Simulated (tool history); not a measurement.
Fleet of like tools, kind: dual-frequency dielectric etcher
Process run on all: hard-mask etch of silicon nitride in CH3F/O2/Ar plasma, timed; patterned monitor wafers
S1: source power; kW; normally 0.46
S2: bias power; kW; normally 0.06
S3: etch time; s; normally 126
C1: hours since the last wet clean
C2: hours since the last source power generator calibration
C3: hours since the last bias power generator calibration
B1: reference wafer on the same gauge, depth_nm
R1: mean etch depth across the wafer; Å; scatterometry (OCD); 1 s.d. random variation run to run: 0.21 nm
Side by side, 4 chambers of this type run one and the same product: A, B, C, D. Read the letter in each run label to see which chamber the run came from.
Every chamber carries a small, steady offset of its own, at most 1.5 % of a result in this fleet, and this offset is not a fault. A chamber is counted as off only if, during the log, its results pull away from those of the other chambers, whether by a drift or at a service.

Run 1C, hour 5.1: usual settings; C1 15; C2 625.4; C3 981.6; B1 90.767. Result: R1 877.26 Å.
Run 2A, hour 12.7: usual settings; C1 475.7; C2 1086.5; C3 706.2; B1 90.736. Result: R1 893.21 Å.
Run 3B, hour 18.4: usual settings; C1 184; C2 3415.6; C3 1098.7; B1 90.83. Result: R1 874.48 Å.
Run 4D, hour 22.5: usual settings; C1 319.3; C2 2332.8; C3 1751.2; B1 90.85. Result: R1 872.4 Å.
Run 5A, hour 25.9: usual settings; C1 488.9; C2 1099.7; C3 719.4; B1 90.761. Result: R1 889.96 Å.
Run 6D, hour 33.1: usual settings; C1 329.9; C2 2343.4; C3 1761.8; B1 90.843. Result: R1 876.63 Å.
Run 7C, hour 40.1: usual settings; C1 50; C2 660.4; C3 1016.6; B1 90.839. Result: R1 877.24 Å.
Run 8B, hour 45.3: usual settings; C1 210.9; C2 3442.5; C3 1125.6; B1 90.792. Result: R1 870.94 Å.
Run 9A, hour 48.8: usual settings but S1 0.57 kW, S3 105 s; C1 511.8; C2 1122.6; C3 742.3; B1 90.77. Result: R1 805.76 Å.
Run 10C, hour 52.1: usual settings but S1 0.57 kW, S3 105 s; C1 62; C2 672.4; C3 1028.6; B1 90.818. Result: R1 797.55 Å.
Run 11B, hour 56.7: usual settings but S1 0.57 kW, S3 105 s; C1 222.3; C2 3453.9; C3 1137; B1 90.78. Result: R1 786.08 Å.
Run 12D, hour 63.4: usual settings but S1 0.57 kW, S3 105 s; C1 360.2; C2 2373.7; C3 1792.1; B1 90.859. Result: R1 794.4 Å.
Run 13C, hour 66.9: usual settings; C1 76.8; C2 687.2; C3 1043.4; B1 90.749. Result: R1 876.3 Å.
Run 14B, hour 72.9: usual settings; C1 238.5; C2 3470.1; C3 1153.2; B1 90.851. Result: R1 868.06 Å.
Run 15D, hour 77.6: usual settings; C1 374.4; C2 2387.9; C3 1806.3; B1 90.791. Result: R1 880.35 Å.
Run 16A, hour 82.2: usual settings; C1 545.2; C2 1156; C3 775.7; B1 90.822. Result: R1 889.93 Å.
At hour 85.3: chamber A: wet clean of the chamber.
Run 17B, hour 87.7: usual settings; C1 253.3; C2 3484.9; C3 1168; B1 90.734. Result: R1 870.32 Å.
Run 18C, hour 92.8: usual settings but S1 0.38 kW, S3 96 s; C1 102.7; C2 713.1; C3 1069.3; B1 90.834. Result: R1 622 Å.
Run 19D, hour 99: usual settings but S1 0.38 kW, S3 96 s; C1 395.8; C2 2409.3; C3 1827.7; B1 90.832. Result: R1 620.2 Å.
Run 20A, hour 105.3: usual settings but S1 0.38 kW, S3 96 s; C1 20.1; C2 1179.1; C3 798.8; B1 90.798. Result: R1 609.71 Å.
Run 21C, hour 109: usual settings but S1 0.38 kW, S3 96 s; C1 118.9; C2 729.3; C3 1085.5; B1 90.824. Result: R1 621.68 Å.
Run 22D, hour 114.4: usual settings; C1 411.2; C2 2424.7; C3 1843.1; B1 90.787. Result: R1 879.33 Å.
Run 23A, hour 121.2: usual settings; C1 36; C2 1195; C3 814.7; B1 90.767. Result: R1 860.52 Å.
Run 24B, hour 125.5: usual settings but S2 0.069 kW, S3 111 s; C1 291.1; C2 3522.7; C3 1205.8; B1 90.792. Result: R1 799.73 Å.
Run 25A, hour 130: usual settings but S2 0.069 kW, S3 111 s; C1 44.8; C2 1203.8; C3 823.5; B1 90.737. Result: R1 789.44 Å.
Run 26D, hour 134.4: usual settings but S2 0.069 kW, S3 111 s; C1 431.2; C2 2444.7; C3 1863.1; B1 90.85. Result: R1 808.65 Å.
Run 27B, hour 142: usual settings but S2 0.069 kW, S3 111 s; C1 307.6; C2 3539.2; C3 1222.3; B1 90.798. Result: R1 796.69 Å.
Run 28C, hour 146.7: usual settings; C1 156.6; C2 767; C3 1123.2; B1 90.742. Result: R1 878.03 Å.
Run 29A, hour 153: usual settings; C1 67.8; C2 1226.8; C3 846.5; B1 90.813. Result: R1 859.79 Å.
Run 30D, hour 158.3: usual settings; C1 455.1; C2 2468.6; C3 1887; B1 90.794. Result: R1 880.14 Å.
At hour 163.3: chamber D: wet clean of the chamber.
Run 31C, hour 163.8: usual settings; C1 173.7; C2 784.1; C3 1140.3; B1 90.858. Result: R1 878.49 Å.
Run 32B, hour 171: usual settings; C1 336.6; C2 3568.2; C3 1251.3; B1 90.803. Result: R1 867.26 Å.
Run 33D, hour 176.9: usual settings; C1 13.6; C2 2487.2; C3 1905.6; B1 90.798. Result: R1 874.53 Å.
Run 34B, hour 181: usual settings; C1 346.6; C2 3578.2; C3 1261.3; B1 90.783. Result: R1 867.32 Å.
Run 35A, hour 185.4: usual settings; C1 100.2; C2 1259.2; C3 878.9; B1 90.858. Result: R1 861.96 Å.

Next, all 4 chambers run the settings below, one line each with question marks for the results. What does each chamber give?
Run 36A, hour 191: usual settings. Result: R1 ?.
Run 36B, hour 191: usual settings. Result: R1 ?.
Run 36C, hour 191: usual settings. Result: R1 ?.
Run 36D, hour 191: usual settings. Result: R1 ?.

run      R1
36A  858.29
36B  866.64
36C  878.43
36D  878.53
